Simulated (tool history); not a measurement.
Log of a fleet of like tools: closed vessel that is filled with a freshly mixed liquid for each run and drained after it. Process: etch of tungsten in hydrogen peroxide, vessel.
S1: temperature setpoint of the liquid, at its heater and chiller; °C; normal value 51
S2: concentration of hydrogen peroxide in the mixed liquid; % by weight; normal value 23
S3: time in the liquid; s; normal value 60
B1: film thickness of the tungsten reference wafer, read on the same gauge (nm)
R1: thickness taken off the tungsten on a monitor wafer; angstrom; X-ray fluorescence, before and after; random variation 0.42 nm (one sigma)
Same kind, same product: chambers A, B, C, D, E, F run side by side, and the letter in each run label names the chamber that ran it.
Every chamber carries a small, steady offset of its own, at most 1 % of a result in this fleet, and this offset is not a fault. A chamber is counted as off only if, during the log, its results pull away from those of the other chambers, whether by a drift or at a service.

{"run": "1E", "hour": 5.5, "S1": 51, "S2": 23, "S3": 60, "B1": 60.012, "R1": 576.6}
{"run": "2A", "hour": 9.0, "S1": 51, "S2": 23, "S3": 60, "B1": 59.977, "R1": 575.53}
{"run": "3C", "hour": 13.9, "S1": 51, "S2": 23, "S3": 60, "B1": 60.012, "R1": 571.72}
{"run": "4B", "hour": 21.1, "S1": 51, "S2": 23, "S3": 60, "B1": 60.015, "R1": 574}
{"run": "5D", "hour": 26.4, "S1": 51, "S2": 23, "S3": 60, "B1": 59.991, "R1": 573.52}
{"run": "6F", "hour": 31.0, "S1": 51, "S2": 27.5, "S3": 60, "B1": 59.997, "R1": 625.16}
{"run": "7B", "hour": 37.9, "S1": 51, "S2": 27.5, "S3": 60, "B1": 59.997, "R1": 632.66}
{"hour": 40.5, "done": "chamber F: new drum of peroxide connected"}
{"hour": 41.9, "done": "chamber D: peroxide flow meter replaced"}
{"run": "8A", "hour": 42.2, "S1": 51, "S2": 27.5, "S3": 60, "B1": 59.981, "R1": 626.25}
{"run": "9F", "hour": 48.7, "S1": 51, "S2": 27.5, "S3": 60, "B1": 59.996, "R1": 623.02}
{"hour": 49.8, "done": "chamber C: peroxide flow meter replaced"}
{"hour": 53.8, "done": "chamber D: new drum of peroxide connected"}
{"run": "10C", "hour": 54.4, "S1": 51, "S2": 27.5, "S3": 60, "B1": 60.02, "R1": 619.56}
{"run": "11E", "hour": 58.7, "S1": 51, "S2": 27.5, "S3": 60, "B1": 60.023, "R1": 631.66}
{"run": "12D", "hour": 62.8, "S1": 51, "S2": 23, "S3": 60, "B1": 59.985, "R1": 573.32}
{"run": "13A", "hour": 66.4, "S1": 51, "S2": 23, "S3": 60, "B1": 60.017, "R1": 569.45}
{"run": "14E", "hour": 70.7, "S1": 51, "S2": 18, "S3": 80, "B1": 59.993, "R1": 675.67}
{"run": "15C", "hour": 76.3, "S1": 51, "S2": 18, "S3": 80, "B1": 60.005, "R1": 685.13}
{"run": "16F", "hour": 83.0, "S1": 51, "S2": 18, "S3": 80, "B1": 59.994, "R1": 672.38}
{"run": "17B", "hour": 87.0, "S1": 51, "S2": 18, "S3": 80, "B1": 60.022, "R1": 687.59}
{"run": "18D", "hour": 94.1, "S1": 51, "S2": 18, "S3": 80, "B1": 59.998, "R1": 670.5}
{"run": "19E", "hour": 99.5, "S1": 51, "S2": 18, "S3": 80, "B1": 60.018, "R1": 678.51}
{"run": "20D", "hour": 103.0, "S1": 51, "S2": 23, "S3": 60, "B1": 60.009, "R1": 555.79}
{"run": "21F", "hour": 107.1, "S1": 51, "S2": 23, "S3": 60, "B1": 60.011, "R1": 576.32}
{"run": "22B", "hour": 110.5, "S1": 51, "S2": 23, "S3": 60, "B1": 59.999, "R1": 579.49}
{"run": "23A", "hour": 113.9, "S1": 51, "S2": 23, "S3": 60, "B1": 59.998, "R1": 576.95}
{"run": "24C", "hour": 120.9, "S1": 51, "S2": 23, "S3": 60, "B1": 60.014, "R1": 575.37}
{"run": "25B", "hour": 128.1, "S1": 51, "S2": 23, "S3": 60, "B1": 59.969, "R1": 577.42}
{"run": "26E", "hour": 135.4, "S1": 51, "S2": 23, "S3": 60, "B1": 60.009, "R1": 574.97}
{"hour": 139.2, "done": "chamber A: new drum of peroxide connected"}
{"hour": 139.9, "done": "chamber A: peroxide flow meter replaced"}
{"run": "27D", "hour": 141.1, "S1": 51, "S2": 23, "S3": 60, "B1": 60.004, "R1": 548.16}
{"run": "28F", "hour": 147.0, "S1": 51, "S2": 23, "S3": 60, "B1": 59.997, "R1": 576.03}
{"run": "29A", "hour": 150.2, "S1": 51, "S2": 23, "S3": 60, "B1": 60.004, "R1": 575.12}
{"run": "30C", "hour": 154.3, "S1": 51, "S2": 23, "S3": 60, "B1": 60.005, "R1": 576.63}
{"hour": 157.7, "done": "chamber C: thermometer replaced"}
{"run": "31E", "hour": 161.3, "S1": 51, "S2": 23, "S3": 60, "B1": 60.008, "R1": 575.31}
{"run": "32D", "hour": 165.4, "S1": 51, "S2": 23, "S3": 60, "B1": 59.996, "R1": 548.29}
{"run": "33A", "hour": 171.9, "S1": 51, "S2": 23, "S3": 60, "B1": 60.006, "R1": 577.8}
{"run": "34C", "hour": 176.1, "S1": 51, "S2": 23, "S3": 60, "B1": 60.018, "R1": 582.03}
{"run": "35B", "hour": 180.5, "S1": 51, "S2": 23, "S3": 60, "B1": 59.992, "R1": 578.42}
{"run": "36F", "hour": 186.9, "S1": 51, "S2": 23, "S3": 60, "B1": 60.003, "R1": 573.51}
{"run": "37B", "hour": 193.0, "S1": 51, "S2": 23, "S3": 60, "B1": 60.017, "R1": 581.02}
{"run": "38A", "hour": 200.4, "S1": 51, "S2": 23, "S3": 60, "B1": 59.992, "R1": 564.2}
{"run": "39F", "hour": 205.4, "S1": 51, "S2": 23, "S3": 60, "B1": 60.003, "R1": 567.95}
{"run": "40E", "hour": 209.3, "S1": 51, "S2": 23, "S3": 60, "B1": 60.007, "R1": 574.9}

All 6 chambers run these settings next. Forecast each chamber's results:
{"run": "41A", "hour": 214.6, "S1": 51, "S2": 27, "S3": 60, "R1": "?"}
{"run": "41B", "hour": 214.6, "S1": 51, "S2": 27, "S3": 60, "R1": "?"}
{"run": "41C", "hour": 214.6, "S1": 51, "S2": 27, "S3": 60, "R1": "?"}
{"run": "41D", "hour": 214.6, "S1": 51, "S2": 27, "S3": 60, "R1": "?"}
{"run": "41E", "hour": 214.6, "S1": 51, "S2": 27, "S3": 60, "R1": "?"}
{"run": "41F", "hour": 214.6, "S1": 51, "S2": 27, "S3": 60, "R1": "?"}

run=41A R1=616.76
run=41B R1=635.53
run=41C R1=622.88
run=41D R1=573
run=41E R1=625.92
run=41F R1=620.11
